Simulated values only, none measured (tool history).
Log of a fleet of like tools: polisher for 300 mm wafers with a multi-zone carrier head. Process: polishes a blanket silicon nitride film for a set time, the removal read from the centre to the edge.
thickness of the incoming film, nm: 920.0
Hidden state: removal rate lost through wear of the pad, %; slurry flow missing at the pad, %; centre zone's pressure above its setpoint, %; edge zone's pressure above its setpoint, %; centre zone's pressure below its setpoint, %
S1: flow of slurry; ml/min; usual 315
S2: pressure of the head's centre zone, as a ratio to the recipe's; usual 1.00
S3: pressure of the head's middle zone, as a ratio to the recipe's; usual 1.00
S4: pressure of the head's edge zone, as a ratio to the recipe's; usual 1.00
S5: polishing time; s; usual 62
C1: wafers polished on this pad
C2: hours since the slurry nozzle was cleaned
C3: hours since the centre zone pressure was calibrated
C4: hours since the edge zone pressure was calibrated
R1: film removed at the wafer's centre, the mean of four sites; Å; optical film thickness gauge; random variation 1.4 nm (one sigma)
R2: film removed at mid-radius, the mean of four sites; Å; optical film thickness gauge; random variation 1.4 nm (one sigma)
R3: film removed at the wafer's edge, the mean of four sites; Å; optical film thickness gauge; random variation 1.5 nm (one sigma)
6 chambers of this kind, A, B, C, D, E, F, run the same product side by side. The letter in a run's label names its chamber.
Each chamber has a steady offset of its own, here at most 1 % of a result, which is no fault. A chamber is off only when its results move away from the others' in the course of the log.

run,day,S1,S2,S3,S4,S5,C1,C2,C3,C4,R1,R2,R3
# day 0.054: chamber A: worn pad replaced by a new one
1E,0.188,315,1.00,1.00,1.00,62,1089,396.6,126.7,13.1,1040.20,1065.30,999.50
# day 0.338: chamber E: worn pad replaced by a new one
2F,0.408,315,1.00,1.00,1.00,62,424,106.8,686.7,388.0,1031.10,1037.00,1049.10
3B,0.758,315,1.00,1.00,1.00,62,372,127.1,296.8,222.3,1023.60,1040.30,1054.90
4A,1.012,315,1.00,1.00,1.00,62,351,405.1,222.4,445.3,1019.80,1029.70,1039.90
5C,1.196,315,1.00,1.00,1.00,47,797,131.8,1203.4,1024.7,808.41,790.47,788.54
# day 1.379: chamber F: worn pad replaced by a new one
# day 1.383: chamber C: worn pad replaced by a new one
6D,1.450,315,1.00,1.00,1.00,47,956,133.0,806.2,775.1,786.78,773.93,779.14
# day 1.633: chamber B: worn pad replaced by a new one
7F,1.783,315,1.00,1.00,1.00,47,148,139.8,719.7,421.0,767.06,780.74,775.50
8D,2.096,315,1.00,1.00,1.00,47,1192,148.5,821.7,790.6,777.71,787.14,794.10
# day 2.192: chamber A: edge zone pressure recalibrated
9B,2.383,315,1.00,1.00,1.00,47,275,166.1,335.8,261.3,794.69,792.26,784.61
10E,2.625,315,1.00,1.00,1.00,47,839,455.1,185.2,71.6,790.36,783.14,775.23
11C,2.867,315,1.00,1.00,1.00,62,544,171.9,1243.5,1064.8,1039.50,1017.90,1044.70
12A,3.092,315,1.00,1.00,1.00,62,1113,455.0,272.3,21.7,1017.00,1042.70,1021.70
13E,3.396,315,1.00,1.09,0.93,62,1122,473.6,203.7,90.1,1013.90,1092.20,1010.90
# day 3.425: chamber F: worn pad replaced by a new one
# day 3.429: chamber B: worn pad replaced by a new one
# day 3.483: chamber C: slurry nozzle cleaned
# day 3.529: chamber E: worn pad replaced by a new one
14F,3.567,315,1.00,1.09,0.93,62,52,182.6,762.5,463.8,1040.90,1117.20,988.87
# day 3.746: chamber A: worn pad replaced by a new one
# day 3.896: chamber F: edge zone pressure recalibrated
# day 3.900: chamber B: centre zone pressure recalibrated
15C,3.904,315,1.00,1.09,0.93,62,924,10.2,1268.4,1089.7,1040.40,1118.70,989.02
16D,4.129,315,1.00,1.09,0.93,62,1937,197.3,870.5,839.4,986.23,1100.40,981.96
# day 4.196: chamber C: worn pad replaced by a new one
17B,4.292,315,1.00,1.09,0.93,62,316,211.9,9.5,307.1,1030.30,1121.80,996.63
18A,4.633,315,1.00,1.09,0.93,62,325,492.0,309.3,58.7,1011.30,1105.50,987.70
19F,4.992,315,1.00,1.00,1.00,62,574,216.8,796.7,26.3,1012.70,1045.00,1039.60
# day 5.158: chamber F: worn pad replaced by a new one
# day 5.204: chamber E: slurry nozzle cleaned
20D,5.250,315,1.00,1.00,1.00,62,2348,224.2,897.4,866.3,970.21,975.05,987.38
21C,5.488,315,1.12,1.11,1.00,62,474,48.2,1306.4,1127.7,1183.50,1135.00,1060.10
# day 5.521: chamber B: worn pad replaced by a new one
22E,5.696,315,1.12,1.11,1.00,62,794,11.9,258.9,145.3,1155.90,1151.30,1027.30
# day 5.746: chamber A: slurry nozzle cleaned
# day 5.854: chamber D: centre zone pressure recalibrated
23A,5.904,315,1.12,1.11,1.00,62,790,3.8,339.8,89.2,1140.10,1147.80,1007.90
24B,6.192,315,1.12,1.11,1.00,62,247,257.5,55.1,352.7,1170.50,1164.60,1052.50
# day 6.396: chamber E: worn pad replaced by a new one
25D,6.475,315,1.12,1.11,1.00,62,2797,253.6,14.9,895.7,1083.60,1068.90,970.45
# day 6.642: chamber C: worn pad replaced by a new one
26B,6.679,315,1.12,1.11,1.00,62,425,269.2,66.8,364.4,1151.40,1187.20,1065.70
# day 6.796: chamber A: worn pad replaced by a new one
27E,6.954,315,1.00,1.00,1.09,49,205,42.1,289.1,175.5,791.77,804.32,870.30
# day 7.058: chamber F: worn pad replaced by a new one
28F,7.129,315,1.00,1.00,1.09,49,26,268.1,848.0,77.6,792.34,824.48,864.68
# day 7.283: chamber B: worn pad replaced by a new one
29A,7.450,315,1.00,1.00,1.09,49,240,40.9,376.9,126.3,810.64,802.31,834.69
30C,7.625,315,1.00,1.00,1.09,49,360,99.5,1357.7,1179.0,837.89,819.71,874.04
# day 7.692: chamber B: slurry nozzle cleaned
31F,7.992,315,1.00,1.00,1.09,49,342,288.8,868.7,98.3,812.07,816.31,868.76
32E,8.321,315,1.00,1.00,1.09,49,705,74.9,321.9,208.3,795.56,833.33,849.90
33C,8.692,265,1.09,1.00,1.00,62,751,125.1,1383.3,1204.6,1113.80,1004.10,1006.80
# day 8.896: chamber C: worn pad replaced by a new one
34B,9.050,265,1.09,1.00,1.00,62,648,32.7,123.7,421.3,1095.00,1027.50,1028.20
35D,9.275,265,1.09,1.00,1.00,62,3823,320.8,82.1,962.9,1009.10,923.56,935.00
36A,9.596,265,1.09,1.00,1.00,62,1027,92.4,428.4,177.8,1124.70,1007.20,1034.20
37D,9.925,265,1.09,1.00,1.00,62,4061,336.4,97.7,978.5,1014.00,893.80,896.98
38C,10.158,265,1.09,1.00,1.00,62,463,160.3,1418.5,1239.8,1142.80,1041.60,1038.10

Is one chamber off against the others, does the gauge drift, or is nothing wrong? If a chamber is off, say which, and what the likeliest cause is.

Chamber D drifts away from the others.
Cause: removal rate lost through wear of the pad, % = 12.1.

Here are 4 candidates for chamber D's next run, each the usual settings with a change, their results left as question marks. Which one brings its results back in line with what the others give on the usual settings?
In line means no further than this from the other chambers' mean on the usual settings: R1 50.00 Å; R2 49.00 Å; R3 53.00 Å
39D-1,10.425,315,1.00,1.00,1.00,59,,,,,?,?,?
39D-2,10.425,320,1.00,1.00,1.01,70,,,,,?,?,?
39D-3,10.425,315,1.00,1.00,1.00,65,,,,,?,?,?
39D-4,10.425,310,1.00,1.00,0.99,54,,,,,?,?,?

The other chambers' mean on the usual settings: R1 1031.10 Å; R2 1033.60 Å; R3 1035.90 Å
run,R1,R2,R3
39D-1,863.36,854.33,850.69
39D-2,1025.90,1015.00,1015.80
39D-3,951.16,941.21,937.20
39D-4,788.91,780.79,773.57
39D-2 brings the chamber back in line.
